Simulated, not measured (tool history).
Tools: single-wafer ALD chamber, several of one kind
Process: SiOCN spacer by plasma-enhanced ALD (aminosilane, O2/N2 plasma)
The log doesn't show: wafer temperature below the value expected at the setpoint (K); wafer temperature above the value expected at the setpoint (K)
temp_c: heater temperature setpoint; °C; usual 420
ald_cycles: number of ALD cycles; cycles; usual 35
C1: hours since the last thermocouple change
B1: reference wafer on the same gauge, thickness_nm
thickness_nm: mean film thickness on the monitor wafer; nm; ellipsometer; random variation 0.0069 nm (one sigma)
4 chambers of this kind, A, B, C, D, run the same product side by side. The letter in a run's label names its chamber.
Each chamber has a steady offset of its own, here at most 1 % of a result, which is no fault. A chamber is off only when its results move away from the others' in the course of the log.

run 1B day=0.325 | temp_c=420 ald_cycles=35 | C1=2806.4 | B1=2.16 | thickness_nm=1.9741
run 2D day=0.492 | temp_c=420 ald_cycles=35 | C1=603.6 | B1=2.159 | thickness_nm=1.9959
run 3C day=0.783 | temp_c=420 ald_cycles=35 | C1=673.9 | B1=2.162 | thickness_nm=2.0028
run 4A day=1.167 | temp_c=420 ald_cycles=35 | C1=694 | B1=2.1586 | thickness_nm=1.9534
run 5D day=1.362 | temp_c=420 ald_cycles=35 | C1=624.5 | B1=2.1591 | thickness_nm=2.0069
run 6A day=1.646 | temp_c=420 ald_cycles=35 | C1=705.5 | B1=2.1591 | thickness_nm=1.9611
run 7C day=1.842 | temp_c=430 ald_cycles=35 | C1=699.3 | B1=2.1601 | thickness_nm=1.94
run 8B day=2.162 | temp_c=430 ald_cycles=35 | C1=2850.5 | B1=2.1608 | thickness_nm=1.9049
run 9A day=2.517 | temp_c=430 ald_cycles=35 | C1=726.4 | B1=2.1601 | thickness_nm=1.8879
run 10D day=2.892 | temp_c=430 ald_cycles=35 | C1=661.2 | B1=2.1611 | thickness_nm=1.9273
run 11B day=3.092 | temp_c=420 ald_cycles=35 | C1=2872.8 | B1=2.1585 | thickness_nm=1.9634
-- day=3.25 chamber B: thermocouple changed; heater temperature recalibrated
run 12C day=3.342 | temp_c=420 ald_cycles=35 | C1=735.3 | B1=2.1587 | thickness_nm=2.0072
run 13B day=3.542 | temp_c=420 ald_cycles=35 | C1=7.1 | B1=2.1612 | thickness_nm=1.9388
run 14D day=3.812 | temp_c=420 ald_cycles=35 | C1=683.3 | B1=2.1603 | thickness_nm=1.9915
run 15A day=4.133 | temp_c=420 ald_cycles=35 | C1=765.2 | B1=2.1584 | thickness_nm=1.9652
run 16C day=4.396 | temp_c=420 ald_cycles=35 | C1=760.6 | B1=2.1593 | thickness_nm=1.9882
run 17D day=4.754 | temp_c=420 ald_cycles=35 | C1=705.9 | B1=2.1599 | thickness_nm=2.0164
run 18C day=5.025 | temp_c=420 ald_cycles=35 | C1=775.7 | B1=2.1602 | thickness_nm=1.9978
run 19B day=5.408 | temp_c=420 ald_cycles=35 | C1=51.9 | B1=2.1603 | thickness_nm=1.9196
run 20A day=5.6 | temp_c=420 ald_cycles=35 | C1=800.4 | B1=2.161 | thickness_nm=1.9671
run 21A day=5.796 | temp_c=420 ald_cycles=35 | C1=805.1 | B1=2.1606 | thickness_nm=1.9852
run 22C day=6.042 | temp_c=420 ald_cycles=35 | C1=800.1 | B1=2.1594 | thickness_nm=1.9911
run 23B day=6.367 | temp_c=420 ald_cycles=35 | C1=74.9 | B1=2.1596 | thickness_nm=1.9335
run 24D day=6.646 | temp_c=420 ald_cycles=35 | C1=751.3 | B1=2.1604 | thickness_nm=1.9898
run 25D day=6.875 | temp_c=420 ald_cycles=35 | C1=756.8 | B1=2.1574 | thickness_nm=1.9921
run 26B day=7.196 | temp_c=420 ald_cycles=35 | C1=94.8 | B1=2.159 | thickness_nm=1.9259
run 27A day=7.371 | temp_c=420 ald_cycles=35 | C1=842.9 | B1=2.1614 | thickness_nm=1.967
run 28C day=7.742 | temp_c=420 ald_cycles=35 | C1=840.9 | B1=2.161 | thickness_nm=2.0067
run 29C day=8 | temp_c=420 ald_cycles=35 | C1=847.1 | B1=2.1601 | thickness_nm=1.9902
run 30A day=8.362 | temp_c=412 ald_cycles=35 | C1=866.7 | B1=2.1594 | thickness_nm=2.0308
run 31B day=8.738 | temp_c=412 ald_cycles=35 | C1=131.8 | B1=2.1602 | thickness_nm=1.9782
run 32D day=8.904 | temp_c=412 ald_cycles=35 | C1=805.5 | B1=2.1588 | thickness_nm=2.0485
run 33C day=9.262 | temp_c=412 ald_cycles=35 | C1=877.4 | B1=2.1582 | thickness_nm=2.0448
run 34D day=9.483 | temp_c=412 ald_cycles=42 | C1=819.4 | B1=2.1607 | thickness_nm=2.4633

What goes on in this fleet: one chamber off, a drifting gauge, or nothing beyond the chambers' own small offsets? Name the chamber and the cause, if any.

A service left chamber B off against the others.
Cause: wafer temperature above the value expected at the setpoint (K) = 5.58.

Here are 4 candidates for chamber B's next run, each the usual settings with a change, their results left as question marks. Which one brings its results back in line with what the others give on the usual settings?
In line means no further than this from the other chambers' mean on the usual settings: thickness_nm 0.024 nm
run 35B-1 day=9.758 | temp_c=420 ald_cycles=36 | thickness_nm=?
run 35B-2 day=9.758 | temp_c=422 ald_cycles=35 | thickness_nm=?
run 35B-3 day=9.758 | temp_c=418 ald_cycles=35 | thickness_nm=?
run 35B-4 day=9.758 | temp_c=420 ald_cycles=34 | thickness_nm=?

The other chambers' mean on the usual settings: thickness_nm 1.9872 nm
run=35B-1 thickness_nm=1.9919
run=35B-2 thickness_nm=1.9242
run=35B-3 thickness_nm=1.9489
run=35B-4 thickness_nm=1.8812
35B-1 brings the chamber back in line.

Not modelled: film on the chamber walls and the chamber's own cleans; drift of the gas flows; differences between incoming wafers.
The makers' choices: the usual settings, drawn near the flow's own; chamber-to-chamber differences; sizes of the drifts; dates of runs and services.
